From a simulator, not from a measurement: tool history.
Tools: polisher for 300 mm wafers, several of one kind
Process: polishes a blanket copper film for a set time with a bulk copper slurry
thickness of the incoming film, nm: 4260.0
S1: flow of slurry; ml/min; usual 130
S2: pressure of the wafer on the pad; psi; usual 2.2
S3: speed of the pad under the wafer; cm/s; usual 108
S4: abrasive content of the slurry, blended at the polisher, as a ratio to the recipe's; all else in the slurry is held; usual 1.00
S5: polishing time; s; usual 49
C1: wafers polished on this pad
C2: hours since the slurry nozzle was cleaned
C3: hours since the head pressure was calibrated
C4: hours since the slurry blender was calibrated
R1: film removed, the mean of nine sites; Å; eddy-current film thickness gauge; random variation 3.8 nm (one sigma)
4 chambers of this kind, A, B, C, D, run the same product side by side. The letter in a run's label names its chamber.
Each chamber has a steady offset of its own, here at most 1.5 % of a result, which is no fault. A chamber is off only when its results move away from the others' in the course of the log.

run   hour   S1   S2   S3    S4  S5    C1     C2      C3     C4      R1
 1D    7.7  130  2.2  108  1.00  49   359  253.3   170.5  101.9  4303.6
      18.2  -- chamber B: worn pad replaced by a new one
 2C   21.4  130  2.2  108  1.00  49   660  185.1    61.0   27.0  4393.7
 3B   28.8  130  2.2  108  1.00  49    97  123.9   948.6   34.4  4339.4
      30.8  -- chamber A: head pressure recalibrated
 4A   43.0  130  2.2  108  1.00  49   516  100.8    12.2  280.0  4327.2
 5B   54.1  130  2.2  108  1.00  49   331  149.2   973.9   59.7  4320.0
 6C   62.1  130  2.2  108  1.00  49  1035  225.8   101.7   67.7  4333.8
 7D   73.0  130  2.2  108  1.00  49   961  318.6   235.8  167.2  4344.3
 8A   86.6  130  2.2  108  1.00  49   917  144.4    55.8  323.6  4350.4
      94.7  -- chamber D: worn pad replaced by a new one
 9A   97.7  130  2.2  108  1.00  49  1020  155.5    66.9  334.7  4348.1
10D  107.2  130  2.2  108  1.00  49   115  352.8   270.0  201.4  4283.0
     115.4  -- chamber C: worn pad replaced by a new one
11C  121.7  130  2.2  108  1.00  49    58  285.4   161.3  127.3  4356.6
     124.5  -- chamber A: worn pad replaced by a new one
     132.2  -- chamber B: worn pad replaced by a new one
12B  132.6  130  2.2  108  1.00  49     3  227.7  1052.4  138.2  4345.7
13A  145.8  130  2.2  108  1.00  49   197  203.6   115.0  382.8  4371.5
14D  154.3  130  2.2  108  1.00  49   549  399.9   317.1  248.5  4388.2
15C  162.1  130  2.2  108  1.00  49   431  325.8   201.7  167.7  4382.7
16B  173.6  130  2.2  108  1.00  49   381  268.7  1093.4  179.2  4334.2
     175.3  -- chamber A: slurry blender recalibrated
17B  186.3  130  2.2  108  1.00  49   498  281.4  1106.1  191.9  4297.5
18A  194.7  130  2.2  108  1.00  49   647  252.5   163.9   19.5  4359.8
19C  207.0  130  2.2  108  1.00  49   844  370.7   246.6  212.6  4403.7
     215.9  -- chamber D: slurry nozzle cleaned
20D  217.5  110  2.2  108  1.15  49  1131    1.6   380.3  311.7  4247.9
     219.6  -- chamber D: worn pad replaced by a new one
21B  232.8  110  2.2  108  1.15  49   927  327.9  1152.6  238.4  4304.2
     233.4  -- chamber D: slurry blender recalibrated
     235.8  -- chamber B: head pressure recalibrated
     240.8  -- chamber B: slurry nozzle cleaned
22A  245.7  110  2.2  108  1.15  49  1117  303.5   214.9   70.5  4391.6
     246.4  -- chamber B: worn pad replaced by a new one
     254.3  -- chamber C: worn pad replaced by a new one
23C  259.8  110  2.2  108  1.15  49    51  423.5   299.4  265.4  4366.8
24D  272.3  165  2.2  108  1.00  55   486   56.4   435.1   39.0  5043.3
25B  279.0  165  2.2  108  1.00  55   301   38.2    43.2  284.6  5364.2
     284.5  -- chamber A: worn pad replaced by a new one
26C  293.8  165  2.2  108  1.00  55   364  457.5   333.4  299.4  5141.1
27A  307.4  165  2.2  108  1.00  55   211  365.2   276.6  132.2  5105.0
28D  315.5  130  2.2   76  1.00  61   884   99.6   478.3   82.2  3834.5
29D  330.4  130  2.2   76  1.00  61  1022  114.5   493.2   97.1  3754.6
     333.4  -- chamber D: worn pad replaced by a new one
30A  343.0  130  2.2   76  1.00  61   539  400.8   312.2  167.8  3776.3
31B  351.9  130  2.2   76  1.00  61   973  111.1   116.1  357.5  4010.9
32C  359.2  130  2.2  108  1.00  49   967  522.9   398.8  364.8  4396.8
     365.7  -- chamber B: worn pad replaced by a new one
33B  365.9  130  2.2  108  1.00  49     2  125.1   130.1  371.5  4558.4
34D  379.7  130  2.2  108  1.00  49   427  163.8   542.5  146.4  4302.5
35A  393.0  130  2.2  108  1.00  49  1000  450.8   362.2  217.8  4282.3
36C  402.4  130  2.2  108  1.00  39  1365  566.1   442.0  408.0  3474.0

What goes on in this fleet: one chamber off, a drifting gauge, or nothing beyond the chambers' own small offsets? Name the chamber and the cause, if any.

A service left chamber B off against the others.
Cause: head's pressure above its setpoint, % = 5.16.

Here are 4 candidates for chamber B's next run, each the usual settings with a change, their results left as question marks. Which one brings its results back in line with what the others give on the usual settings?
In line means no further than this from the other chambers' mean on the usual settings: R1 130.0 Å
37B-1  413.4  130  2.1  104  1.00  48                   ?
37B-2  413.4  130  2.2  120  1.00  49                   ?
37B-3  413.4  130  2.2  106  1.00  48                   ?
37B-4  413.4  130  2.3  108  1.00  49                   ?

The other chambers' mean on the usual settings: R1 4343.6 Å
  run      R1
37B-1  4107.8
37B-2  5058.5
37B-3  4385.0
37B-4  4766.8
37B-3 brings the chamber back in line.
